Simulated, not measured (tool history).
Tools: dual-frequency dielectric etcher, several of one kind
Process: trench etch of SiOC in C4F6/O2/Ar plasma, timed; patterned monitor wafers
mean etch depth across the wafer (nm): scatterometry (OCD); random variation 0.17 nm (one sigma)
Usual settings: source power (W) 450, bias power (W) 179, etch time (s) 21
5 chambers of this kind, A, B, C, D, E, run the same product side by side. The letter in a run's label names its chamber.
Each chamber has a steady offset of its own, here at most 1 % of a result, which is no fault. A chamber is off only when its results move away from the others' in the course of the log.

run,hour,source power (W),bias power (W),etch time (s),hours since the last wet clean,hours since the last source power generator calibration,hours since the last bias power generator calibration,"read-back reference wafer on the same gauge, depth_nm",mean etch depth across the wafer (nm)
1D,5.9,450,179,21,52.1,161.1,1276.4,53.952,46.035
2B,13.5,450,179,21,360.2,1022.6,2105.6,53.961,45.879
3C,19.5,450,179,21,255.6,980.8,1586.9,53.977,45.86
# hour 26.7: chamber E: wet clean of the chamber
4A,27.5,450,179,21,416.4,1678.7,2126,53.975,45.543
5E,35.6,490,209,21,8.9,1811.3,1852.1,53.97,49.617
6E,40.4,490,209,21,13.7,1816.1,1856.9,54,49.279
7D,48,490,209,21,94.2,203.2,1318.5,53.992,50.02
# hour 53.8: chamber A: wet clean of the chamber
8C,54.5,490,209,21,290.6,1015.8,1621.9,54.058,49.688
9B,61.2,490,209,21,407.9,1070.3,2153.3,54.015,50.122
10A,70.3,450,179,21,16.5,1721.5,2168.8,54.02,45.51
11B,79.3,450,179,21,426,1088.4,2171.4,54.04,46.037
12A,88.1,450,179,21,34.3,1739.3,2186.6,53.999,45.665
13E,95,450,179,21,68.3,1870.7,1911.5,54.063,45.426
14D,99.6,450,179,21,145.8,254.8,1370.1,54.033,45.782
15C,109.4,450,179,21,345.5,1070.7,1676.8,54.016,45.761
16A,116.8,450,179,21,63,1768,2215.3,53.994,45.571
17B,125.5,390,179,21,472.2,1134.6,2217.6,53.973,43.099
18C,130.3,390,179,21,366.4,1091.6,1697.7,54.051,43.213
19E,135.4,390,179,21,108.7,1911.1,1951.9,53.97,43.14
20D,141.1,390,179,21,187.3,296.3,1411.6,54.021,43.549
21D,147.1,390,179,21,193.3,302.3,1417.6,53.994,43.216
22B,155.7,450,179,21,502.4,1164.8,2247.8,53.957,45.876
23A,161,450,179,21,107.2,1812.2,2259.5,54.016,45.718
24E,166.5,450,221,21,139.8,1942.2,1983,54.067,48.852
25C,172.9,450,221,21,409,1134.2,1740.3,53.988,49.005
26D,179.7,450,221,21,225.9,334.9,1450.2,54.054,49.256
27A,188.6,450,221,21,134.8,1839.8,2287.1,53.991,48.889
28C,195,450,221,21,431.1,1156.3,1762.4,53.937,49.106
29B,199.3,450,179,21,546,1208.4,2291.4,53.986,45.983
30E,206.9,450,179,21,180.2,1982.6,2023.4,54,45.324
31D,214.9,450,179,21,261.1,370.1,1485.4,54.039,45.824
32C,222.1,450,179,21,458.2,1183.4,1789.5,53.979,45.674
33B,227,450,179,21,573.7,1236.1,2319.1,53.982,45.733
34E,235.2,450,179,21,208.5,2010.9,2051.7,54.022,45.454
35A,239.8,450,179,26.5,186,1891,2338.3,53.985,57.601
36B,249.6,450,179,26.5,596.3,1258.7,2341.7,54.053,57.976
37C,256.8,450,179,26.5,492.9,1218.1,1824.2,53.984,57.934

All 5 chambers run these settings next. Forecast each chamber's results:
38A,263.8,450,179,18.5,,,,,?
38B,263.8,450,179,18.5,,,,,?
38C,263.8,450,179,18.5,,,,,?
38D,263.8,450,179,18.5,,,,,?
38E,263.8,450,179,18.5,,,,,?

run,mean etch depth across the wafer (nm)
38A,40.282
38B,40.524
38C,40.088
38D,40.451
38E,40.353

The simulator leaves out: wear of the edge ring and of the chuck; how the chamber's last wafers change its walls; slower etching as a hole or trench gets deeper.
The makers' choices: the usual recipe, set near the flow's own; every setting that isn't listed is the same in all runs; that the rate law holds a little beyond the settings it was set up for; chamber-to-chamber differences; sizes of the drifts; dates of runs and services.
